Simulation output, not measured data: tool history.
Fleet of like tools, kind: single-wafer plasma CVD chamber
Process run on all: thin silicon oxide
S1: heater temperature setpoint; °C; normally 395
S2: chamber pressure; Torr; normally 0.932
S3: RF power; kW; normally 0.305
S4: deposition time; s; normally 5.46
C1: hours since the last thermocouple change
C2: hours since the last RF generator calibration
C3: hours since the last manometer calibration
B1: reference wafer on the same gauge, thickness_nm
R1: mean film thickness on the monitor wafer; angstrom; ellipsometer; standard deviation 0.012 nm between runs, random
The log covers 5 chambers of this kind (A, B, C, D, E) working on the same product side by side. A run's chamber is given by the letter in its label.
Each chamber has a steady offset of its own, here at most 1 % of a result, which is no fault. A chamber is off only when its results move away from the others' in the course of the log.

run 1C hour=2.2 | S1=395 S2=0.932 S3=0.305 S4=5.46 | C1=1228.5 C2=243.2 C3=1059.9 | B1=12.001 | R1=115.76
run 2E hour=5.7 | S1=395 S2=0.932 S3=0.305 S4=5.46 | C1=296.1 C2=417.0 C3=33.5 | B1=11.997 | R1=116.32
run 3B hour=9.6 | S1=395 S2=0.932 S3=0.305 S4=5.46 | C1=327.2 C2=727.2 C3=346.9 | B1=11.995 | R1=115.85
run 4A hour=13.8 | S1=395 S2=0.932 S3=0.305 S4=5.46 | C1=183.9 C2=533.0 C3=216.7 | B1=11.991 | R1=114.85
run 5D hour=17.7 | S1=395 S2=0.932 S3=0.365 S4=5.46 | C1=72.1 C2=51.5 C3=374.8 | B1=11.992 | R1=123.93
run 6E hour=20.4 | S1=395 S2=0.932 S3=0.365 S4=5.46 | C1=310.8 C2=431.7 C3=48.2 | B1=11.988 | R1=124.88
run 7A hour=23.0 | S1=395 S2=0.932 S3=0.365 S4=5.46 | C1=193.1 C2=542.2 C3=225.9 | B1=11.988 | R1=123.20
run 8D hour=27.5 | S1=395 S2=0.932 S3=0.365 S4=5.46 | C1=81.9 C2=61.3 C3=384.6 | B1=11.990 | R1=123.62
run 9B hour=31.1 | S1=395 S2=0.932 S3=0.365 S4=5.46 | C1=348.7 C2=748.7 C3=368.4 | B1=11.989 | R1=123.86
run 10C hour=35.4 | S1=395 S2=0.932 S3=0.305 S4=5.46 | C1=1261.7 C2=276.4 C3=1093.1 | B1=11.983 | R1=115.97
run 11E hour=39.1 | S1=395 S2=0.932 S3=0.305 S4=5.46 | C1=329.5 C2=450.4 C3=66.9 | B1=11.983 | R1=116.27
run 12A hour=42.4 | S1=395 S2=0.932 S3=0.305 S4=5.46 | C1=212.5 C2=561.6 C3=245.3 | B1=11.983 | R1=115.06
run 13D hour=45.7 | S1=395 S2=0.932 S3=0.305 S4=5.46 | C1=100.1 C2=79.5 C3=402.8 | B1=11.980 | R1=115.02
run 14B hour=49.5 | S1=400 S2=0.932 S3=0.305 S4=5.46 | C1=367.1 C2=767.1 C3=386.8 | B1=11.981 | R1=115.10
run 15C hour=54.3 | S1=400 S2=0.932 S3=0.305 S4=5.46 | C1=1280.6 C2=295.3 C3=1112.0 | B1=11.977 | R1=115.60
run 16C hour=57.2 | S1=400 S2=0.932 S3=0.305 S4=5.46 | C1=1283.5 C2=298.2 C3=1114.9 | B1=11.978 | R1=115.21
run 17E hour=59.3 | S1=400 S2=0.932 S3=0.305 S4=5.46 | C1=349.7 C2=470.6 C3=87.1 | B1=11.976 | R1=115.91
run 18B hour=63.5 | S1=400 S2=0.932 S3=0.305 S4=5.46 | C1=381.1 C2=781.1 C3=400.8 | B1=11.975 | R1=114.95
run 19A hour=67.8 | S1=395 S2=0.932 S3=0.305 S4=5.46 | C1=237.9 C2=587.0 C3=270.7 | B1=11.971 | R1=114.65
run 20D hour=71.5 | S1=395 S2=0.932 S3=0.305 S4=5.46 | C1=125.9 C2=105.3 C3=428.6 | B1=11.972 | R1=114.97
run 21A hour=75.7 | S1=395 S2=0.932 S3=0.305 S4=5.46 | C1=245.8 C2=594.9 C3=278.6 | B1=11.968 | R1=114.81
run 22B hour=79.7 | S1=395 S2=0.932 S3=0.305 S4=5.46 | C1=397.3 C2=797.3 C3=417.0 | B1=11.965 | R1=115.20
run 23D hour=84.0 | S1=395 S2=0.932 S3=0.305 S4=5.46 | C1=138.4 C2=117.8 C3=441.1 | B1=11.962 | R1=115.18
run 24C hour=87.8 | S1=395 S2=0.932 S3=0.305 S4=5.46 | C1=1314.1 C2=328.8 C3=1145.5 | B1=11.960 | R1=115.51
run 25E hour=92.2 | S1=395 S2=0.932 S3=0.305 S4=5.46 | C1=382.6 C2=503.5 C3=120.0 | B1=11.961 | R1=115.99
run 26D hour=96.9 | S1=395 S2=0.932 S3=0.305 S4=5.46 | C1=151.3 C2=130.7 C3=454.0 | B1=11.960 | R1=114.89
run 27A hour=99.7 | S1=395 S2=0.932 S3=0.305 S4=5.46 | C1=269.8 C2=618.9 C3=302.6 | B1=11.956 | R1=114.84
run 28C hour=101.8 | S1=395 S2=0.932 S3=0.260 S4=5.46 | C1=1328.1 C2=342.8 C3=1159.5 | B1=11.955 | R1=108.01
run 29B hour=104.5 | S1=395 S2=0.932 S3=0.260 S4=5.46 | C1=422.1 C2=822.1 C3=441.8 | B1=11.953 | R1=107.74
run 30E hour=108.7 | S1=395 S2=0.932 S3=0.260 S4=5.46 | C1=399.1 C2=520.0 C3=136.5 | B1=11.954 | R1=108.28
run 31D hour=113.3 | S1=395 S2=0.932 S3=0.260 S4=5.46 | C1=167.7 C2=147.1 C3=470.4 | B1=11.951 | R1=107.37
run 32B hour=115.6 | S1=395 S2=0.932 S3=0.260 S4=5.46 | C1=433.2 C2=833.2 C3=452.9 | B1=11.948 | R1=107.58
run 33E hour=119.4 | S1=395 S2=0.932 S3=0.305 S4=5.46 | C1=409.8 C2=530.7 C3=147.2 | B1=11.948 | R1=115.89

Has any chamber moved away from the others, gradually or after a service, or does the common gauge drift, or do the chambers differ only by their own small steady offsets? State the chamber and the most likely cause if one applies.

The shared gauge is drifting. All chambers look as if they move in step, but none is off.
Likeliest cause: gauge reads low (%) = 0.442.
